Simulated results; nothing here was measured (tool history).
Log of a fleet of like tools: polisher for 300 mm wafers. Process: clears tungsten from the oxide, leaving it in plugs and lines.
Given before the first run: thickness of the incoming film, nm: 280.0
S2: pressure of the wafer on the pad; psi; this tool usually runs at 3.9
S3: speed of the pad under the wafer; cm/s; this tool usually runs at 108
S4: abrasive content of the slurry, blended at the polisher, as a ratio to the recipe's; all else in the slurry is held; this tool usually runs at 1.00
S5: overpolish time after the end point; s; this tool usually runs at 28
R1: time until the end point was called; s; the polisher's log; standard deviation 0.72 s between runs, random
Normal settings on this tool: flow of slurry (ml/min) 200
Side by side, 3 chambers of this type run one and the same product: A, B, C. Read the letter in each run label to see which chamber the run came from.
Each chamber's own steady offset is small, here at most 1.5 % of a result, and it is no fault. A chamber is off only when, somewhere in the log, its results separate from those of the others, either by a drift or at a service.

{"hour": 1.4, "done": "chamber C: slurry nozzle cleaned"}
{"hour": 4.6, "done": "chamber A: slurry nozzle cleaned"}
{"hour": 7.8, "done": "chamber B: slurry blender recalibrated"}
{"hour": 11.9, "done": "chamber A: slurry tank refilled with fresh slurry and peroxide"}
{"run": "1A", "hour": 13.0, "flow of slurry (ml/min)": 200, "S2": 3.9, "S3": 108, "S4": 1.0, "S5": 28, "R1": 44.588}
{"hour": 13.7, "done": "chamber B: slurry tank refilled with fresh slurry and peroxide"}
{"run": "2B", "hour": 24.2, "flow of slurry (ml/min)": 200, "S2": 3.9, "S3": 108, "S4": 1.0, "S5": 28, "R1": 46.732}
{"run": "3C", "hour": 30.2, "flow of slurry (ml/min)": 200, "S2": 3.9, "S3": 108, "S4": 1.0, "S5": 28, "R1": 44.254}
{"hour": 31.2, "done": "chamber C: slurry blender recalibrated"}
{"hour": 35.9, "done": "chamber C: slurry tank refilled with fresh slurry and peroxide"}
{"hour": 40.3, "done": "chamber A: slurry blender recalibrated"}
{"run": "4B", "hour": 41.7, "flow of slurry (ml/min)": 200, "S2": 3.9, "S3": 108, "S4": 1.0, "S5": 28, "R1": 45.401}
{"run": "5C", "hour": 52.4, "flow of slurry (ml/min)": 200, "S2": 3.9, "S3": 108, "S4": 1.0, "S5": 28, "R1": 44.622}
{"hour": 56.8, "done": "chamber A: slurry tank refilled with fresh slurry and peroxide"}
{"run": "6A", "hour": 58.1, "flow of slurry (ml/min)": 200, "S2": 2.6, "S3": 108, "S4": 1.3, "S5": 28, "R1": 65.016}
{"hour": 67.6, "done": "chamber A: worn pad replaced by a new one"}
{"run": "7B", "hour": 69.3, "flow of slurry (ml/min)": 200, "S2": 2.6, "S3": 108, "S4": 1.3, "S5": 28, "R1": 65.457}
{"hour": 74.1, "done": "chamber C: slurry tank refilled with fresh slurry and peroxide"}
{"hour": 77.0, "done": "chamber B: worn pad replaced by a new one"}
{"run": "8A", "hour": 79.8, "flow of slurry (ml/min)": 200, "S2": 2.6, "S3": 108, "S4": 1.3, "S5": 28, "R1": 64.33}
{"run": "9C", "hour": 89.6, "flow of slurry (ml/min)": 200, "S2": 3.9, "S3": 108, "S4": 1.0, "S5": 28, "R1": 45.93}
{"run": "10C", "hour": 100.5, "flow of slurry (ml/min)": 200, "S2": 3.9, "S3": 108, "S4": 1.0, "S5": 28, "R1": 45.708}
{"hour": 101.9, "done": "chamber A: slurry tank refilled with fresh slurry and peroxide"}
{"hour": 111.8, "done": "chamber B: slurry blender recalibrated"}
{"hour": 113.4, "done": "chamber B: slurry tank refilled with fresh slurry and peroxide"}
{"run": "11B", "hour": 113.4, "flow of slurry (ml/min)": 200, "S2": 3.9, "S3": 108, "S4": 1.0, "S5": 41, "R1": 46.552}
{"hour": 119.8, "done": "chamber C: slurry tank refilled with fresh slurry and peroxide"}
{"run": "12A", "hour": 121.1, "flow of slurry (ml/min)": 200, "S2": 3.9, "S3": 108, "S4": 1.0, "S5": 41, "R1": 45.853}
{"run": "13A", "hour": 130.1, "flow of slurry (ml/min)": 200, "S2": 3.9, "S3": 108, "S4": 1.0, "S5": 41, "R1": 45.656}
{"run": "14C", "hour": 137.8, "flow of slurry (ml/min)": 200, "S2": 3.9, "S3": 108, "S4": 1.0, "S5": 28, "R1": 47.397}
{"run": "15B", "hour": 149.2, "flow of slurry (ml/min)": 200, "S2": 3.9, "S3": 108, "S4": 1.0, "S5": 28, "R1": 47.779}
{"hour": 151.3, "done": "chamber A: slurry tank refilled with fresh slurry and peroxide"}
{"run": "16C", "hour": 155.6, "flow of slurry (ml/min)": 200, "S2": 3.9, "S3": 108, "S4": 1.0, "S5": 28, "R1": 47.831}
{"run": "17B", "hour": 162.0, "flow of slurry (ml/min)": 200, "S2": 3.9, "S3": 108, "S4": 1.0, "S5": 28, "R1": 46.34}
{"hour": 165.6, "done": "chamber C: slurry tank refilled with fresh slurry and peroxide"}
{"run": "18A", "hour": 168.8, "flow of slurry (ml/min)": 200, "S2": 3.9, "S3": 108, "S4": 1.0, "S5": 28, "R1": 46.06}
{"run": "19B", "hour": 181.2, "flow of slurry (ml/min)": 200, "S2": 3.9, "S3": 108, "S4": 1.0, "S5": 28, "R1": 47.51}
{"run": "20C", "hour": 191.7, "flow of slurry (ml/min)": 200, "S2": 4.7, "S3": 108, "S4": 0.75, "S5": 28, "R1": 43.147}
{"hour": 199.1, "done": "chamber A: slurry tank refilled with fresh slurry and peroxide"}
{"run": "21A", "hour": 199.3, "flow of slurry (ml/min)": 200, "S2": 4.7, "S3": 108, "S4": 0.75, "S5": 28, "R1": 40.308}
{"run": "22A", "hour": 210.3, "flow of slurry (ml/min)": 200, "S2": 4.7, "S3": 108, "S4": 0.75, "S5": 28, "R1": 40.108}

Does one chamber stand apart from the rest, does the shared gauge drift, or is all well apart from small per-chamber offsets? Give the chamber and the most likely cause, where there is one.

It is chamber C that slowly wanders off from its peers.
Cause: removal rate lost through wear of the pad, % = 10.5.
Not necessarily distinguishable in this log from: head's pressure below its setpoint, %; abrasive missing from the slurry, %.

Which of the 4 candidates below, each the usual settings with something changed and its results left as question marks, puts chamber C back in line with what the other chambers give on the usual settings?
Allowed miss from the other chambers' usual-settings mean, per result, to count as in line: R1 2.600 s
{"run": "23C-1", "hour": 219.6, "flow of slurry (ml/min)": 200, "S2": 3.2, "S3": 108, "S4": 0.95, "S5": 28, "R1": "?"}
{"run": "23C-2", "hour": 219.6, "flow of slurry (ml/min)": 200, "S2": 3.6, "S3": 108, "S4": 1.0, "S5": 28, "R1": "?"}
{"run": "23C-3", "hour": 219.6, "flow of slurry (ml/min)": 200, "S2": 4.1, "S3": 112, "S4": 1.0, "S5": 28, "R1": "?"}
{"run": "23C-4", "hour": 219.6, "flow of slurry (ml/min)": 205, "S2": 4.7, "S3": 108, "S4": 1.0, "S5": 28, "R1": "?"}

Mean of the other chambers on the usual settings: R1 45.997 s
run=23C-1 R1=62.763
run=23C-2 R1=54.984
run=23C-3 R1=46.438
run=23C-4 R1=41.821
23C-3 brings the chamber back in line.
